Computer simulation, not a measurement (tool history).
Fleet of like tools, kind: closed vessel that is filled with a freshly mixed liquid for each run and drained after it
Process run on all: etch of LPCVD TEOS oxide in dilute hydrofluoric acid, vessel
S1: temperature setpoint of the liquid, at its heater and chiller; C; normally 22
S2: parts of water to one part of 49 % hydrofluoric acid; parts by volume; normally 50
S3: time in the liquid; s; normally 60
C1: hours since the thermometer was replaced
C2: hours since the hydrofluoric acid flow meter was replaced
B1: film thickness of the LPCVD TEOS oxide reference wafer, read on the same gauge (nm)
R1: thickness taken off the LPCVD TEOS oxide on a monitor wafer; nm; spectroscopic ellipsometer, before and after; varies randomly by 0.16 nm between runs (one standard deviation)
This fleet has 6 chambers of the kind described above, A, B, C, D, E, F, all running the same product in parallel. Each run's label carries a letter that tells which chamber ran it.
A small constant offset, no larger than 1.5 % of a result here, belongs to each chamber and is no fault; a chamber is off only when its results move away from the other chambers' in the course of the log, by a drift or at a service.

| run | hour | S1 | S2 | S3 | C1 | C2 | B1 | R1 |
|---|---|---|---|---|---|---|---|---|
| 1C | 5.7 | 22 | 50 | 60 | 2133.7 | 1215.4 | 30.030 | 45.594 |
| 2E | 11.7 | 22 | 50 | 60 | 1752.3 | 309.4 | 30.026 | 45.222 |
| 3A | 15.8 | 22 | 50 | 60 | 482.3 | 148.5 | 30.024 | 45.620 |
| 4D | 19.9 | 22 | 50 | 60 | 714.7 | 671.3 | 29.997 | 45.936 |
| 5F | 24.0 | 22 | 50 | 60 | 1362.0 | 284.2 | 29.990 | 45.609 |
| 6B | 30.7 | 24 | 50 | 60 | 1389.6 | 306.8 | 29.988 | 50.090 |
| 7D | 34.4 | 24 | 50 | 60 | 729.2 | 685.8 | 29.996 | 49.598 |
| 8F | 38.5 | 24 | 50 | 60 | 1376.5 | 298.7 | 30.020 | 49.834 |
| 9E | 45.8 | 24 | 50 | 60 | 1786.4 | 343.5 | 29.996 | 49.405 |
| 10A | 50.9 | 24 | 50 | 60 | 517.4 | 183.6 | 30.026 | 49.815 |
| 11C | 57.2 | 24 | 50 | 60 | 2185.2 | 1266.9 | 30.017 | 49.689 |
| 12B | 61.0 | 22 | 50 | 60 | 1419.9 | 337.1 | 29.998 | 45.755 |
|  | 61.3 | chamber A: thermometer replaced |
| 13B | 66.5 | 22 | 50 | 60 | 1425.4 | 342.6 | 29.980 | 45.663 |
| 14D | 72.3 | 22 | 50 | 60 | 767.1 | 723.7 | 30.004 | 45.654 |
| 15C | 79.4 | 22 | 50 | 60 | 2207.4 | 1289.1 | 29.958 | 45.993 |
| 16E | 83.4 | 22 | 50 | 60 | 1824.0 | 381.1 | 30.010 | 45.224 |
| 17A | 88.1 | 22 | 50 | 60 | 26.9 | 220.8 | 29.967 | 45.679 |
| 18F | 93.9 | 22 | 50 | 60 | 1431.9 | 354.1 | 29.967 | 45.662 |
| 19F | 99.7 | 17 | 50 | 60 | 1437.7 | 359.9 | 30.012 | 36.922 |
| 20D | 106.5 | 17 | 50 | 60 | 801.3 | 757.9 | 30.016 | 36.858 |
| 21B | 110.5 | 17 | 50 | 60 | 1469.4 | 386.6 | 30.002 | 36.959 |
| 22E | 117.4 | 17 | 50 | 60 | 1858.0 | 415.1 | 29.968 | 36.660 |
| 23A | 123.9 | 17 | 50 | 60 | 62.7 | 256.6 | 30.010 | 37.346 |
| 24C | 128.8 | 17 | 50 | 60 | 2256.8 | 1338.5 | 30.013 | 37.043 |
| 25A | 133.2 | 22 | 50 | 60 | 72.0 | 265.9 | 29.979 | 45.739 |
|  | 134.9 | chamber B: thermometer replaced |
| 26E | 139.0 | 22 | 50 | 60 | 1879.6 | 436.7 | 29.994 | 45.200 |
| 27C | 143.1 | 22 | 50 | 60 | 2271.1 | 1352.8 | 30.003 | 45.810 |
| 28F | 147.6 | 22 | 50 | 60 | 1485.6 | 407.8 | 29.990 | 45.765 |
| 29D | 151.9 | 22 | 50 | 60 | 846.7 | 803.3 | 29.995 | 45.878 |
| 30B | 156.2 | 22 | 50 | 60 | 21.4 | 432.3 | 29.987 | 45.869 |
| 31F | 161.0 | 22 | 35 | 80 | 1499.0 | 421.2 | 30.011 | 88.371 |
| 32C | 164.5 | 22 | 35 | 80 | 2292.5 | 1374.2 | 30.000 | 88.098 |
| 33B | 170.5 | 22 | 35 | 80 | 35.7 | 446.6 | 29.990 | 88.712 |
| 34A | 177.6 | 22 | 35 | 80 | 116.4 | 310.3 | 30.034 | 89.382 |
| 35E | 181.1 | 22 | 35 | 80 | 1921.7 | 478.8 | 30.011 | 88.747 |
|  | 182.8 | chamber F: thermometer replaced |
| 36D | 188.0 | 22 | 35 | 80 | 882.8 | 839.4 | 29.998 | 89.584 |
| 37F | 191.9 | 22 | 50 | 60 | 9.1 | 452.1 | 29.993 | 45.325 |
| 38A | 197.4 | 22 | 50 | 60 | 136.2 | 330.1 | 29.972 | 45.987 |

For the next run the whole fleet of 6 chambers uses the same settings. Give each chamber's results:
| 39A | 202.8 | 22 | 50 | 60 |  |  |  | ? |
| 39B | 202.8 | 22 | 50 | 60 |  |  |  | ? |
| 39C | 202.8 | 22 | 50 | 60 |  |  |  | ? |
| 39D | 202.8 | 22 | 50 | 60 |  |  |  | ? |
| 39E | 202.8 | 22 | 50 | 60 |  |  |  | ? |
| 39F | 202.8 | 22 | 50 | 60 |  |  |  | ? |

| run | R1 |
|---|---|
| 39A | 45.974 |
| 39B | 45.696 |
| 39C | 45.704 |
| 39D | 45.726 |
| 39E | 45.530 |
| 39F | 45.569 |

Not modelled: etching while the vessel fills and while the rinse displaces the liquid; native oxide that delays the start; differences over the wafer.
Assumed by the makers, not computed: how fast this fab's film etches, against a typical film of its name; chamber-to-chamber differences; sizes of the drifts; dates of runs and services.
